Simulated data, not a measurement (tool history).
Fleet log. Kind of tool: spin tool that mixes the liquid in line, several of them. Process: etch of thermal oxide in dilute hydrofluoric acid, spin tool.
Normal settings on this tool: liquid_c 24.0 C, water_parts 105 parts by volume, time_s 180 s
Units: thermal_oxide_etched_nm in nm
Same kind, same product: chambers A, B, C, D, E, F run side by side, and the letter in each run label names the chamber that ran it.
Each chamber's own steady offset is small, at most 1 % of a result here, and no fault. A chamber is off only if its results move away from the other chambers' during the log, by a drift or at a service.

run,hour,liquid_c,water_parts,time_s,hours since the thermometer was replaced,hours since the hydrofluoric acid flow meter was replaced,"read-back film thickness of the thermal oxide reference wafer, read on the same gauge (nm)",thermal_oxide_etched_nm
1B,2.8,24.0,105,180,585.3,844.3,140.00,8.0209
# hour 6.3: chamber B: hydrofluoric acid flow meter replaced
2A,6.7,24.0,105,180,387.3,159.3,139.99,8.2039
3D,9.3,24.0,105,180,2019.6,1206.3,139.98,8.0150
4F,11.6,24.0,105,180,1896.0,571.4,140.04,7.9787
5E,14.4,24.0,105,180,519.6,482.6,140.01,8.0505
6C,16.7,24.0,105,180,882.6,39.5,140.01,8.1863
7F,19.7,24.0,105,180,1904.1,579.5,139.99,8.0411
8E,23.7,24.0,105,180,528.9,491.9,139.99,7.9817
9C,26.4,19.5,105,180,892.3,49.2,140.00,6.6985
10A,28.9,19.5,105,180,409.5,181.5,140.01,6.6815
11D,32.7,19.5,105,180,2043.0,1229.7,139.99,6.7172
12B,36.3,19.5,105,180,618.8,30.1,140.00,6.7203
13E,41.2,19.5,105,180,546.4,509.4,140.01,6.5845
14A,45.5,19.5,105,180,426.1,198.1,140.02,6.8325
15B,48.1,24.0,105,180,630.6,41.9,140.00,8.0469
16C,51.7,24.0,105,180,917.6,74.5,139.99,8.0682
17F,54.5,24.0,105,180,1938.9,614.3,140.00,7.8775
18D,58.7,24.0,105,180,2069.0,1255.7,140.02,8.0761
19B,62.8,24.0,105,180,645.3,56.6,140.00,7.9586
20F,66.9,24.0,105,180,1951.3,626.7,140.00,7.7244
21D,69.1,24.0,105,180,2079.4,1266.1,139.98,8.0188
22E,71.9,24.0,105,180,577.1,540.1,140.01,7.9122
23A,74.2,24.0,105,180,454.8,226.8,140.03,8.1373
24C,77.7,24.0,105,180,943.6,100.5,139.98,8.0123
25B,82.8,24.0,105,180,665.3,76.6,139.99,7.9269
26D,87.3,21.0,130,180,2097.6,1284.3,139.99,5.5676
27C,91.7,21.0,130,180,957.6,114.5,140.00,5.7035
28F,94.9,21.0,130,180,1979.3,654.7,140.00,5.2261
29A,98.3,21.0,130,180,478.9,250.9,139.99,5.6656
30E,103.3,21.0,130,180,608.5,571.5,140.01,5.6574
31B,106.4,21.0,130,180,688.9,100.2,139.98,5.6956
32D,109.4,24.0,105,180,2119.7,1306.4,140.00,7.9720
33E,114.0,24.0,105,180,619.2,582.2,139.99,8.0828
34F,118.4,24.0,105,180,2002.8,678.2,140.01,7.2311
35C,123.3,24.0,105,180,989.2,146.1,140.01,8.1142
36A,126.9,24.0,105,180,507.5,279.5,139.99,8.0155
37D,129.2,24.0,105,180,2139.5,1326.2,139.99,8.1418
38B,134.2,24.0,105,180,716.7,128.0,139.98,8.0366
39F,138.6,20.0,135,180,2023.0,698.4,140.02,4.4769
40A,141.0,20.0,135,180,521.6,293.6,140.00,5.2764

The same settings go to every chamber for the next run, one line per chamber below. Forecast the results for each:
41A,144.7,24.0,70,180,,,,?
41B,144.7,24.0,70,180,,,,?
41C,144.7,24.0,70,180,,,,?
41D,144.7,24.0,70,180,,,,?
41E,144.7,24.0,70,180,,,,?
41F,144.7,24.0,70,180,,,,?

run,thermal_oxide_etched_nm
41A,12.4720
41B,12.4920
41C,12.7570
41D,12.7610
41E,12.4830
41F,10.9980

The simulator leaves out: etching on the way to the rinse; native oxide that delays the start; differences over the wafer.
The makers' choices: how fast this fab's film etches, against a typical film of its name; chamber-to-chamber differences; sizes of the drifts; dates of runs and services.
